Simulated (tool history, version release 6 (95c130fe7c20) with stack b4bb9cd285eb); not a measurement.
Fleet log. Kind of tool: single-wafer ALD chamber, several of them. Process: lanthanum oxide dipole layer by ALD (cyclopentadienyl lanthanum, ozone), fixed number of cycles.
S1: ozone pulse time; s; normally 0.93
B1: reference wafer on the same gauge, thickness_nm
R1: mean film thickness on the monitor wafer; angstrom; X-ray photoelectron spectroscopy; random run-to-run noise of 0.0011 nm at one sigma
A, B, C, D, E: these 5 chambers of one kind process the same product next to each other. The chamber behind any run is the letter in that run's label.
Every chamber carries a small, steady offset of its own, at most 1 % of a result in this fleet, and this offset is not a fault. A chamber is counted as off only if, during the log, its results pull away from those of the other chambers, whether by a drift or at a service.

{"run": "1E", "hour": 9.9, "S1": 0.93, "B1": 0.5458, "R1": 4.8593}
{"run": "2A", "hour": 15.7, "S1": 0.93, "B1": 0.5459, "R1": 4.9004}
{"run": "3C", "hour": 23.6, "S1": 0.93, "B1": 0.546, "R1": 4.9088}
{"run": "4D", "hour": 31.5, "S1": 0.93, "B1": 0.54622, "R1": 4.9193}
{"run": "5B", "hour": 37.1, "S1": 0.93, "B1": 0.54582, "R1": 4.8707}
{"run": "6A", "hour": 49.3, "S1": 0.93, "B1": 0.54616, "R1": 4.8985}
{"run": "7C", "hour": 60.1, "S1": 0.93, "B1": 0.54648, "R1": 4.8994}
{"run": "8D", "hour": 71.0, "S1": 0.93, "B1": 0.54608, "R1": 4.9182}
{"run": "9B", "hour": 76.8, "S1": 0.6, "B1": 0.54596, "R1": 4.0007}
{"run": "10E", "hour": 88.2, "S1": 0.6, "B1": 0.54592, "R1": 4.0188}
{"run": "11A", "hour": 96.8, "S1": 0.6, "B1": 0.54606, "R1": 4.032}
{"run": "12E", "hour": 108.1, "S1": 0.6, "B1": 0.54582, "R1": 4.009}
{"run": "13C", "hour": 119.9, "S1": 0.6, "B1": 0.54593, "R1": 4.0384}
{"run": "14D", "hour": 128.1, "S1": 0.93, "B1": 0.54573, "R1": 4.9047}
{"run": "15B", "hour": 136.7, "S1": 0.93, "B1": 0.54607, "R1": 4.8766}
{"run": "16E", "hour": 143.8, "S1": 0.93, "B1": 0.54591, "R1": 4.8371}
{"hour": 144.4, "done": "chamber A: thermocouple changed; heater temperature recalibrated"}
{"run": "17B", "hour": 154.2, "S1": 0.93, "B1": 0.54638, "R1": 4.8609}
{"run": "18A", "hour": 163.2, "S1": 0.93, "B1": 0.54613, "R1": 4.886}
{"run": "19D", "hour": 170.9, "S1": 0.75, "B1": 0.54616, "R1": 4.5064}
{"run": "20C", "hour": 181.9, "S1": 0.75, "B1": 0.54582, "R1": 4.4868}
{"run": "21C", "hour": 192.5, "S1": 0.75, "B1": 0.54589, "R1": 4.5024}
{"run": "22D", "hour": 203.8, "S1": 0.75, "B1": 0.54594, "R1": 4.5244}
{"run": "23A", "hour": 209.2, "S1": 0.75, "B1": 0.54617, "R1": 4.5021}
{"run": "24E", "hour": 221.3, "S1": 0.93, "B1": 0.54578, "R1": 4.8642}
{"run": "25B", "hour": 229.8, "S1": 0.59, "B1": 0.5458, "R1": 3.9636}
{"run": "26E", "hour": 236.4, "S1": 0.59, "B1": 0.54617, "R1": 3.9726}
{"run": "27B", "hour": 247.4, "S1": 0.59, "B1": 0.54586, "R1": 3.9629}
{"run": "28A", "hour": 256.1, "S1": 0.59, "B1": 0.54614, "R1": 4.0062}
{"run": "29D", "hour": 262.3, "S1": 0.59, "B1": 0.54593, "R1": 4.0396}
{"run": "30C", "hour": 271.0, "S1": 0.93, "B1": 0.54576, "R1": 4.8999}
{"run": "31D", "hour": 282.5, "S1": 0.93, "B1": 0.54615, "R1": 4.9126}
{"run": "32B", "hour": 294.5, "S1": 0.93, "B1": 0.54568, "R1": 4.8551}
{"run": "33A", "hour": 301.3, "S1": 1.24, "B1": 0.54594, "R1": 5.3336}
{"run": "34C", "hour": 310.8, "S1": 1.24, "B1": 0.54606, "R1": 5.3297}
{"run": "35E", "hour": 319.2, "S1": 1.24, "B1": 0.5456, "R1": 5.2762}
{"run": "36E", "hour": 326.3, "S1": 1.24, "B1": 0.54605, "R1": 5.2646}
{"run": "37C", "hour": 335.2, "S1": 1.24, "B1": 0.5464, "R1": 5.3365}
{"run": "38A", "hour": 341.6, "S1": 0.61, "B1": 0.54602, "R1": 4.0556}
{"run": "39B", "hour": 352.6, "S1": 0.61, "B1": 0.54591, "R1": 4.0446}
{"run": "40D", "hour": 361.0, "S1": 0.61, "B1": 0.54597, "R1": 4.104}
{"run": "41D", "hour": 369.9, "S1": 0.61, "B1": 0.54562, "R1": 4.1126}
{"run": "42C", "hour": 380.8, "S1": 0.61, "B1": 0.54639, "R1": 4.0743}
{"run": "43E", "hour": 391.0, "S1": 0.93, "B1": 0.54598, "R1": 4.8554}

All 5 chambers run these settings next. Forecast each chamber's results:
{"run": "44A", "hour": 399.8, "S1": 0.62, "R1": "?"}
{"run": "44B", "hour": 399.8, "S1": 0.62, "R1": "?"}
{"run": "44C", "hour": 399.8, "S1": 0.62, "R1": "?"}
{"run": "44D", "hour": 399.8, "S1": 0.62, "R1": "?"}
{"run": "44E", "hour": 399.8, "S1": 0.62, "R1": "?"}

run=44A R1=4.0945
run=44B R1=4.0575
run=44C R1=4.1009
run=44D R1=4.1369
run=44E R1=4.0826

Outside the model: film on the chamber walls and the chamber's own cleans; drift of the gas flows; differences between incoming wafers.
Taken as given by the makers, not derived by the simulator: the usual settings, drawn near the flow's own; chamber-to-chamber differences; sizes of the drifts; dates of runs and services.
